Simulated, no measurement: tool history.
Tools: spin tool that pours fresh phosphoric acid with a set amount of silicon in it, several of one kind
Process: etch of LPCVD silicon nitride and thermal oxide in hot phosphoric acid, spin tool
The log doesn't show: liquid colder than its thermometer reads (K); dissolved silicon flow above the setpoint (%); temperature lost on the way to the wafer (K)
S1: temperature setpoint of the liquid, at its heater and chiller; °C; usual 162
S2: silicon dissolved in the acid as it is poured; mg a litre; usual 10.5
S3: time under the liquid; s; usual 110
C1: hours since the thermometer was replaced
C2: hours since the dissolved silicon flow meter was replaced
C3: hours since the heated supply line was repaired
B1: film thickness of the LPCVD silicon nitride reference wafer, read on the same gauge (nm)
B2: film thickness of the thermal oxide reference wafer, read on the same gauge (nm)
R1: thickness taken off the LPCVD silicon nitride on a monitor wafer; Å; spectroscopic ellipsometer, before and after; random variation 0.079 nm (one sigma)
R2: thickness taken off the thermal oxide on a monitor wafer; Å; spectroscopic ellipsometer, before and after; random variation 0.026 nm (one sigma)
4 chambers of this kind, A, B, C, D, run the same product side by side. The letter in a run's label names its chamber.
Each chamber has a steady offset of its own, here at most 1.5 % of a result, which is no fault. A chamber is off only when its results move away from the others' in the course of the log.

run    day   S1    S2   S3      C1     C2      C3      B1      B2      R1      R2
 1B  0.242  162  10.5  110   225.7  655.6   974.7  40.003  59.993  114.05   2.541
 2A  0.479  162  10.5  110   889.5  454.6   373.2  39.995  59.989   114.8  2.6697
 3C  0.858  162  10.5  110   747.7  452.9    56.1  40.001  59.974  113.11     2.5
 4D  1.271  162  10.5  110   792.6    103   128.9      40  59.997     113  2.3871
     1.392  -- chamber C: dissolved silicon flow meter replaced
 5D  1.525  162  10.5  110   798.7  109.1     135  39.998   60.02  113.65  2.4193
 6B  1.833  162  10.5  110   263.9  693.8  1012.9  39.997  60.023  115.19  2.9275
 7C  2.117  162  10.5  110   777.9   17.4    86.3  40.003  60.018  113.45  2.8722
 8A  2.496  162  10.5  110   937.9    503   421.6  40.021   59.98  113.35  2.5704
 9D   2.75  162  10.5  110   828.1  138.5   164.4  40.001  60.024  115.42  2.3093
10C  3.012  162     5  110   799.4   38.9   107.8   40.02  60.017  113.44  2.9384
11B  3.388  162     5  110   301.2  731.1  1050.2  40.015  60.024  114.44  3.5143
12A  3.688  162     5  110   966.5  531.6   450.2  40.002  60.006  111.35   3.119
13C  3.958  162     5  110   822.1   61.6   130.5   39.99   60.02  113.08  3.0398
14B  4.429  162    17   70   326.2  756.1  1075.2  40.005  59.998  72.853  1.5416
15D  4.838  162    17   70   878.2  188.6   214.5  39.997  59.999  72.081  1.7058
16A  5.229  162    17   70  1003.5  568.6   487.2  40.002  59.989  69.627  1.4612
17B  5.592  162    17   70   354.1    784  1103.1  39.982   60.02  74.224  1.3789
18A  5.817  162  10.5  110  1017.6  582.7   501.3  39.998  59.999  109.27  2.7141
19C    6.1  162  10.5  110   873.5    113   181.9  39.984  59.998  113.06  2.5178
20D  6.433  162  10.5  110   916.5  226.9   252.8  40.001  60.011  114.87  2.8813
21C  6.804  162  10.5  110   890.4  129.9   198.8  39.982  60.014  113.33  2.2676
22B  7.012  162  10.5  110   388.2  818.1  1137.2  40.009      60  115.29  2.9326
23A    7.4  162  10.5  110  1055.6  620.7   539.3  40.007  59.989  109.71  2.5451
24D  7.646  162  10.5  110   945.6    256   281.9  40.006  59.976  113.13  2.9816
25A  8.025  162  10.5  110  1070.6  635.7   554.3  40.022  59.999   108.2  2.5989
26C  8.329  162  10.5  110     927  166.5   235.4      40  60.007  112.83   2.843

Next, every chamber runs the same settings. What will each give?
27A  8.671  162   3  110                       ?   ?
27B  8.671  162   3  110                       ?   ?
27C  8.671  162   3  110                       ?   ?
27D  8.671  162   3  110                       ?   ?

run      R1      R2
27A  107.74  2.6133
27B  114.25  3.4688
27C  113.03  3.2727
27D  114.25  3.4537
